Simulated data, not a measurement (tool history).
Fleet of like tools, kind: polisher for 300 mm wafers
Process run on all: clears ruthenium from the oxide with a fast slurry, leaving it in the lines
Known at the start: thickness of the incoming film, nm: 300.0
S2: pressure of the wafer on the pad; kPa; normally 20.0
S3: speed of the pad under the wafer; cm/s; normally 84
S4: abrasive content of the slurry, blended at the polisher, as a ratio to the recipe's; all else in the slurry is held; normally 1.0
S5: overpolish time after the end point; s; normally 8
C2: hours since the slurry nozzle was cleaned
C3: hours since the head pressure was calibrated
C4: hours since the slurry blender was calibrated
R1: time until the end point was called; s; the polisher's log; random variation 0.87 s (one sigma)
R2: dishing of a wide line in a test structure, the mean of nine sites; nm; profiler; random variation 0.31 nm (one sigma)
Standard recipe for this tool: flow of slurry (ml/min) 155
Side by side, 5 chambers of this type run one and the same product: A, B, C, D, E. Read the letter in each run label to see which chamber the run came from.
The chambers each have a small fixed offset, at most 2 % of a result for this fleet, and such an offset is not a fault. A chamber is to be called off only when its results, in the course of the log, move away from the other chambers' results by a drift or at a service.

{"run": "1D", "day": 0.629, "flow of slurry (ml/min)": 155, "S2": 20.0, "S3": 84, "S4": 1.0, "S5": 8, "wafers polished on this pad": 1232, "C2": 583.5, "C3": 39.9, "C4": 220.9, "R1": 99.636, "R2": 20.223}
{"run": "2E", "day": 0.954, "flow of slurry (ml/min)": 155, "S2": 20.0, "S3": 84, "S4": 1.0, "S5": 8, "wafers polished on this pad": 445, "C2": 125.4, "C3": 547.2, "C4": 60.9, "R1": 100.13, "R2": 20.982}
{"day": 0.967, "done": "chamber A: slurry nozzle cleaned"}
{"day": 1.217, "done": "chamber E: worn pad replaced by a new one"}
{"day": 1.492, "done": "chamber D: worn pad replaced by a new one"}
{"run": "3C", "day": 1.529, "flow of slurry (ml/min)": 155, "S2": 20.0, "S3": 84, "S4": 1.0, "S5": 8, "wafers polished on this pad": 331, "C2": 187.3, "C3": 1209.7, "C4": 437.7, "R1": 103.72, "R2": 20.157}
{"day": 1.675, "done": "chamber A: worn pad replaced by a new one"}
{"run": "4A", "day": 2.117, "flow of slurry (ml/min)": 155, "S2": 20.0, "S3": 84, "S4": 1.0, "S5": 8, "wafers polished on this pad": 84, "C2": 27.6, "C3": 139.0, "C4": 227.1, "R1": 102.71, "R2": 20.48}
{"day": 2.142, "done": "chamber B: worn pad replaced by a new one"}
{"day": 2.342, "done": "chamber C: slurry blender recalibrated"}
{"run": "5B", "day": 2.646, "flow of slurry (ml/min)": 155, "S2": 20.0, "S3": 84, "S4": 1.0, "S5": 8, "wafers polished on this pad": 96, "C2": 407.2, "C3": 118.4, "C4": 103.1, "R1": 98.693, "R2": 20.782}
{"run": "6E", "day": 3.254, "flow of slurry (ml/min)": 155, "S2": 20.0, "S3": 84, "S4": 1.0, "S5": 8, "wafers polished on this pad": 390, "C2": 180.6, "C3": 602.4, "C4": 116.1, "R1": 100.41, "R2": 20.286}
{"run": "7A", "day": 3.85, "flow of slurry (ml/min)": 125, "S2": 20.0, "S3": 84, "S4": 1.0, "S5": 10, "wafers polished on this pad": 416, "C2": 69.2, "C3": 180.6, "C4": 268.7, "R1": 103.06, "R2": 24.314}
{"run": "8C", "day": 4.325, "flow of slurry (ml/min)": 125, "S2": 20.0, "S3": 84, "S4": 1.0, "S5": 10, "wafers polished on this pad": 866, "C2": 254.4, "C3": 1276.8, "C4": 47.6, "R1": 107.64, "R2": 24.162}
{"day": 4.617, "done": "chamber E: worn pad replaced by a new one"}
{"day": 4.788, "done": "chamber A: worn pad replaced by a new one"}
{"day": 4.8, "done": "chamber B: worn pad replaced by a new one"}
{"run": "9D", "day": 5.008, "flow of slurry (ml/min)": 125, "S2": 20.0, "S3": 84, "S4": 1.0, "S5": 10, "wafers polished on this pad": 673, "C2": 688.6, "C3": 145.0, "C4": 326.0, "R1": 104.66, "R2": 23.714}
{"run": "10B", "day": 5.554, "flow of slurry (ml/min)": 125, "S2": 20.0, "S3": 84, "S4": 1.0, "S5": 10, "wafers polished on this pad": 144, "C2": 477.0, "C3": 188.2, "C4": 172.9, "R1": 104.69, "R2": 23.745}
{"run": "11A", "day": 5.929, "flow of slurry (ml/min)": 125, "S2": 20.0, "S3": 84, "S4": 1.0, "S5": 10, "wafers polished on this pad": 218, "C2": 119.1, "C3": 230.5, "C4": 318.6, "R1": 106.46, "R2": 24.103}
{"run": "12D", "day": 6.5, "flow of slurry (ml/min)": 195, "S2": 20.0, "S3": 84, "S4": 1.2, "S5": 8, "wafers polished on this pad": 958, "C2": 724.4, "C3": 180.8, "C4": 361.8, "R1": 90.415, "R2": 22.36}
{"day": 6.517, "done": "chamber E: slurry blender recalibrated"}
{"day": 6.521, "done": "chamber D: slurry nozzle cleaned"}
{"day": 6.592, "done": "chamber C: worn pad replaced by a new one"}
{"run": "13E", "day": 7.175, "flow of slurry (ml/min)": 195, "S2": 20.0, "S3": 84, "S4": 1.2, "S5": 8, "wafers polished on this pad": 490, "C2": 274.7, "C3": 696.5, "C4": 15.8, "R1": 91.515, "R2": 22.168}
{"day": 7.396, "done": "chamber C: head pressure recalibrated"}
{"day": 7.558, "done": "chamber B: worn pad replaced by a new one"}
{"run": "14C", "day": 7.633, "flow of slurry (ml/min)": 195, "S2": 20.0, "S3": 84, "S4": 1.2, "S5": 8, "wafers polished on this pad": 199, "C2": 333.8, "C3": 5.8, "C4": 127.0, "R1": 92.316, "R2": 23.064}
{"day": 7.646, "done": "chamber E: worn pad replaced by a new one"}
{"day": 7.829, "done": "chamber A: worn pad replaced by a new one"}
{"run": "15B", "day": 8.0, "flow of slurry (ml/min)": 195, "S2": 20.0, "S3": 84, "S4": 1.2, "S5": 8, "wafers polished on this pad": 85, "C2": 535.7, "C3": 246.9, "C4": 231.6, "R1": 88.335, "R2": 21.867}
{"day": 8.342, "done": "chamber B: slurry blender recalibrated"}
{"day": 8.483, "done": "chamber D: worn pad replaced by a new one"}
{"run": "16C", "day": 8.675, "flow of slurry (ml/min)": 195, "S2": 20.0, "S3": 84, "S4": 1.2, "S5": 8, "wafers polished on this pad": 398, "C2": 358.8, "C3": 30.8, "C4": 152.0, "R1": 91.058, "R2": 22.894}
{"run": "17A", "day": 9.321, "flow of slurry (ml/min)": 155, "S2": 20.0, "S3": 84, "S4": 1.0, "S5": 8, "wafers polished on this pad": 285, "C2": 200.5, "C3": 311.9, "C4": 400.0, "R1": 101.25, "R2": 20.368}
{"run": "18B", "day": 9.642, "flow of slurry (ml/min)": 155, "S2": 20.0, "S3": 84, "S4": 1.0, "S5": 8, "wafers polished on this pad": 399, "C2": 575.1, "C3": 286.3, "C4": 31.2, "R1": 99.839, "R2": 20.32}
{"day": 10.096, "done": "chamber D: slurry blender recalibrated"}
{"run": "19E", "day": 10.158, "flow of slurry (ml/min)": 155, "S2": 20.0, "S3": 84, "S4": 1.0, "S5": 8, "wafers polished on this pad": 481, "C2": 346.3, "C3": 768.1, "C4": 87.4, "R1": 105.17, "R2": 18.822}
{"day": 10.388, "done": "chamber B: worn pad replaced by a new one"}
{"run": "20D", "day": 10.575, "flow of slurry (ml/min)": 155, "S2": 20.0, "S3": 84, "S4": 1.0, "S5": 8, "wafers polished on this pad": 401, "C2": 97.3, "C3": 278.6, "C4": 11.5, "R1": 100.34, "R2": 20.44}
{"day": 10.704, "done": "chamber A: worn pad replaced by a new one"}
{"day": 10.783, "done": "chamber E: worn pad replaced by a new one"}
{"run": "21B", "day": 11.1, "flow of slurry (ml/min)": 155, "S2": 20.0, "S3": 84, "S4": 1.0, "S5": 8, "wafers polished on this pad": 136, "C2": 610.1, "C3": 321.3, "C4": 66.2, "R1": 100.17, "R2": 19.63}
{"run": "22A", "day": 11.475, "flow of slurry (ml/min)": 155, "S2": 20.0, "S3": 84, "S4": 1.0, "S5": 8, "wafers polished on this pad": 148, "C2": 252.2, "C3": 363.6, "C4": 451.7, "R1": 101.33, "R2": 20.031}
{"day": 11.725, "done": "chamber A: slurry nozzle cleaned"}
{"run": "23E", "day": 11.9, "flow of slurry (ml/min)": 155, "S2": 20.0, "S3": 84, "S4": 1.0, "S5": 8, "wafers polished on this pad": 213, "C2": 388.1, "C3": 809.9, "C4": 129.2, "R1": 105.5, "R2": 19.2}
{"run": "24D", "day": 12.412, "flow of slurry (ml/min)": 155, "S2": 20.0, "S3": 84, "S4": 1.0, "S5": 8, "wafers polished on this pad": 752, "C2": 141.4, "C3": 322.7, "C4": 55.6, "R1": 101.46, "R2": 20.485}
{"run": "25C", "day": 12.725, "flow of slurry (ml/min)": 155, "S2": 20.0, "S3": 84, "S4": 1.0, "S5": 8, "wafers polished on this pad": 1174, "C2": 456.0, "C3": 128.0, "C4": 249.2, "R1": 102.61, "R2": 21.082}
{"run": "26E", "day": 13.042, "flow of slurry (ml/min)": 155, "S2": 20.0, "S3": 84, "S4": 1.0, "S5": 8, "wafers polished on this pad": 432, "C2": 415.5, "C3": 837.3, "C4": 156.6, "R1": 106.1, "R2": 18.94}
{"day": 13.429, "done": "chamber B: worn pad replaced by a new one"}
{"run": "27C", "day": 13.508, "flow of slurry (ml/min)": 155, "S2": 20.0, "S3": 84, "S4": 1.0, "S5": 8, "wafers polished on this pad": 1324, "C2": 474.8, "C3": 146.8, "C4": 268.0, "R1": 103.27, "R2": 20.27}
{"day": 13.612, "done": "chamber A: worn pad replaced by a new one"}
{"run": "28A", "day": 14.138, "flow of slurry (ml/min)": 155, "S2": 20.0, "S3": 84, "S4": 1.0, "S5": 8, "wafers polished on this pad": 101, "C2": 57.9, "C3": 427.5, "C4": 515.6, "R1": 101.61, "R2": 20.47}
{"run": "29D", "day": 14.508, "flow of slurry (ml/min)": 155, "S2": 20.0, "S3": 84, "S4": 1.0, "S5": 8, "wafers polished on this pad": 1154, "C2": 191.7, "C3": 373.0, "C4": 105.9, "R1": 100.14, "R2": 19.871}
{"run": "30B", "day": 14.812, "flow of slurry (ml/min)": 155, "S2": 20.0, "S3": 84, "S4": 1.0, "S5": 8, "wafers polished on this pad": 265, "C2": 699.2, "C3": 410.4, "C4": 155.3, "R1": 100.19, "R2": 20.482}

Next, every chamber runs the same settings. What will each give?
{"run": "31A", "day": 15.3, "flow of slurry (ml/min)": 155, "S2": 15.9, "S3": 84, "S4": 1.0, "S5": 8, "R1": "?", "R2": "?"}
{"run": "31B", "day": 15.3, "flow of slurry (ml/min)": 155, "S2": 15.9, "S3": 84, "S4": 1.0, "S5": 8, "R1": "?", "R2": "?"}
{"run": "31C", "day": 15.3, "flow of slurry (ml/min)": 155, "S2": 15.9, "S3": 84, "S4": 1.0, "S5": 8, "R1": "?", "R2": "?"}
{"run": "31D", "day": 15.3, "flow of slurry (ml/min)": 155, "S2": 15.9, "S3": 84, "S4": 1.0, "S5": 8, "R1": "?", "R2": "?"}
{"run": "31E", "day": 15.3, "flow of slurry (ml/min)": 155, "S2": 15.9, "S3": 84, "S4": 1.0, "S5": 8, "R1": "?", "R2": "?"}

run=31A R1=129.350 R2=16.552
run=31B R1=126.320 R2=16.472
run=31C R1=130.920 R2=16.561
run=31D R1=128.060 R2=15.748
run=31E R1=136.230 R2=14.745
